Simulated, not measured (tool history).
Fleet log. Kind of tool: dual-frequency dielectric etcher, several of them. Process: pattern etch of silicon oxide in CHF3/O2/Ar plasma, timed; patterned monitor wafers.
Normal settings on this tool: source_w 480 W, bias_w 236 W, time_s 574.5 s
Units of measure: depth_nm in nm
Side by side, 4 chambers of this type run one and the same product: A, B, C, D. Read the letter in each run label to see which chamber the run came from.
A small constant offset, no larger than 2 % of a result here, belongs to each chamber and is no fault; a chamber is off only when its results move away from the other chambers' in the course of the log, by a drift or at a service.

run   hour  source_w  bias_w  time_s  read-back reference wafer on the same gauge, depth_nm  depth_nm
       8.8  -- chamber A: wet clean of the chamber
 1D    9.9       480     236   574.5                                                 1030.5    1163.5
 2A   19.9       480     236   574.5                                                 1030.5    1143.7
 3B     30       480     236   574.5                                                 1030.8    1156.2
 4C   35.8       480     236   574.5                                                 1031.2    1139.7
 5A   41.5       480     236   574.5                                                 1031.1    1150.7
 6D   47.8       480     236   574.5                                                 1030.9    1167.9
 7C   54.2       480     236   574.5                                                 1030.9    1143.4
 8B   61.4       480     236   574.5                                                 1030.9    1152.9
 9B   71.3       480     236   574.5                                                 1031.6    1153.6
10A   78.4       480     236   574.5                                                 1031.2    1153.8
11C   84.7       530     236   654.5                                                 1031.5    1352.5
12D   94.4       530     236   654.5                                                 1031.7    1385.3
13D   99.9       530     236   654.5                                                 1032.5    1382.3
14A  111.6       530     236   654.5                                                 1031.7    1358.9
15B    122       480     236   574.5                                                 1032.5    1154.3
16C  130.2       480     236   574.5                                                 1032.3    1144.7
17C  139.1       480     236   574.5                                                 1032.7    1144.1
18B  147.1       480     236   574.5                                                 1032.9    1157.4
19D  154.1       480     236   574.5                                                   1033    1169.7
20A  165.3       480     236   574.5                                                 1033.2    1148.2
21A  175.7       480     236   574.5                                                 1032.9    1150.8
22C  185.8       480     236   574.5                                                 1033.6    1143.9
23D  196.8       480     236   574.5                                                 1033.9      1168
24B  205.9       480     236   574.5                                                 1034.5    1155.7
25D  216.7       480     236   574.5                                                 1034.1    1167.2
26B  226.3       480     236   574.5                                                 1034.6    1155.9
     231.1  -- chamber B: wet clean of the chamber
27A  235.1       480     236   574.5                                                 1034.6    1153.5
28C  242.5       480     236   574.5                                                 1034.7    1146.1
29A    254       480     236   574.5                                                 1034.3      1150
30C  262.5       480     236   574.5                                                 1034.9    1145.4
     267.3  -- chamber C: wet clean of the chamber
31B  269.9       370     215   574.5                                                 1035.4    1010.8
32D  280.4       370     215   574.5                                                 1035.5    1027.9
33A    287       370     215   574.5                                                 1035.1    1012.5
34B  292.1       370     215   574.5                                                 1035.6    1014.9
35D  300.6       480     236   574.5                                                 1036.1      1171
     303.3  -- chamber A: bias power generator calibrated
36C  309.6       480     236   574.5                                                 1035.9    1149.7
37C  315.6       480     236   574.5                                                 1036.3    1150.1
38B  324.7       480     236   574.5                                                 1035.9      1158
39A  335.5       480     236   574.5                                                 1036.4    1155.6
40D  341.1       480     236   574.5                                                 1036.7    1174.8
     341.7  -- chamber C: source power generator calibrated
41C  350.1       480     236   574.5                                                 1036.9    1148.8
42D  357.7       480     236   574.5                                                 1037.1    1173.6

All 4 chambers run these settings next. Forecast each chamber's results:
43A  366.1       480     236   574.5                                                                ?
43B  366.1       480     236   574.5                                                                ?
43C  366.1       480     236   574.5                                                                ?
43D  366.1       480     236   574.5                                                                ?

run  depth_nm
43A    1161.1
43B    1160.8
43C    1147.7
43D    1169.6
